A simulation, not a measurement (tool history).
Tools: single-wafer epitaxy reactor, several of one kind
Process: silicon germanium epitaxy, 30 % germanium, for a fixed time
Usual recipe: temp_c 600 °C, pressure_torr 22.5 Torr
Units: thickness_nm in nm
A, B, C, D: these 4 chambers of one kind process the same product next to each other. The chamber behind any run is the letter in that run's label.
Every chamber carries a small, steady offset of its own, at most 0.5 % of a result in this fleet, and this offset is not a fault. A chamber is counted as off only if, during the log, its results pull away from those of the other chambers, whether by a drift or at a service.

| run | hour | temp_c | pressure_torr | read-back reference wafer on the same gauge, thickness_nm | thickness_nm |
|---|---|---|---|---|---|
| 1A | 5.9 | 600 | 22.5 | 59.814 | 61.350 |
| 2B | 12.5 | 600 | 22.5 | 59.796 | 61.614 |
| 3D | 20.4 | 600 | 22.5 | 59.814 | 62.264 |
| 4C | 27.9 | 600 | 22.5 | 59.819 | 62.080 |
| 5D | 33.8 | 600 | 22.5 | 59.786 | 62.363 |
| 6B | 41.4 | 600 | 22.5 | 59.799 | 61.505 |
| 7C | 49.9 | 600 | 22.5 | 59.806 | 61.795 |
| 8A | 55.6 | 600 | 22.5 | 59.798 | 61.657 |
| 9B | 61.9 | 600 | 22.5 | 59.768 | 61.698 |
| 10A | 67.7 | 600 | 22.5 | 59.802 | 61.742 |
| 11D | 75.8 | 604 | 22.5 | 59.803 | 66.703 |
| 12C | 80.7 | 604 | 22.5 | 59.787 | 66.427 |
| 13A | 85.7 | 604 | 22.5 | 59.758 | 66.158 |
| 14C | 90.3 | 604 | 22.5 | 59.795 | 66.772 |
| 15D | 99.6 | 600 | 22.5 | 59.786 | 62.118 |
| 16B | 104.1 | 600 | 22.5 | 59.792 | 61.563 |
| 17B | 113.1 | 593 | 17.5 | 59.804 | 49.154 |
| 18A | 122.0 | 593 | 17.5 | 59.784 | 48.946 |
|  | 124.4 | chamber A: capacitance manometer re-zeroed and calibrated |
| 19D | 131.4 | 593 | 17.5 | 59.812 | 49.418 |
| 20C | 137.0 | 593 | 17.5 | 59.795 | 49.401 |
| 21D | 143.2 | 600 | 22.5 | 59.793 | 62.171 |
| 22B | 147.9 | 600 | 22.5 | 59.789 | 61.616 |
| 23A | 157.4 | 605 | 25.6 | 59.792 | 70.005 |
| 24C | 167.6 | 605 | 25.6 | 59.812 | 71.269 |
| 25D | 175.9 | 605 | 25.6 | 59.762 | 71.580 |
| 26C | 183.0 | 605 | 25.6 | 59.798 | 71.327 |
| 27A | 188.6 | 600 | 22.5 | 59.786 | 60.752 |
| 28B | 193.5 | 600 | 22.5 | 59.801 | 61.591 |
| 29C | 198.6 | 600 | 22.5 | 59.794 | 61.814 |
| 30A | 204.1 | 600 | 22.5 | 59.793 | 60.807 |
| 31D | 213.8 | 596 | 25.8 | 59.807 | 61.364 |
| 32B | 223.5 | 596 | 25.8 | 59.756 | 60.319 |

Read the log: is a single chamber off, either drifting away or since a service, is the gauge that measures every chamber drifting, or is nothing wrong beyond small per-chamber offsets? Name any odd chamber and what most likely caused it.

Chamber A has stood off from the others ever since a service on it.
Likeliest cause: true pressure below the setpoint (%) = 3.5.

Chamber A could run next with any of the 4 candidate recipes listed below; each alters the usual settings, and their results appear as question marks. Which one brings its results back in line with what the other chambers deliver on the usual settings?
To be in line, a result may differ from the other chambers' mean on the usual settings by at most: thickness_nm 0.500 nm
| 33A-1 | 230.9 | 598 | 22.3 |  | ? |
| 33A-2 | 230.9 | 601 | 22.6 |  | ? |
| 33A-3 | 230.9 | 600 | 24.6 |  | ? |
| 33A-4 | 230.9 | 599 | 22.4 |  | ? |

Average result of the remaining chambers running the usual settings: thickness_nm 61.897 nm
| run | thickness_nm |
|---|---|
| 33A-1 | 58.184 |
| 33A-2 | 61.825 |
| 33A-3 | 62.807 |
| 33A-4 | 59.376 |
It is 33A-2 that realigns the chamber with its peers.
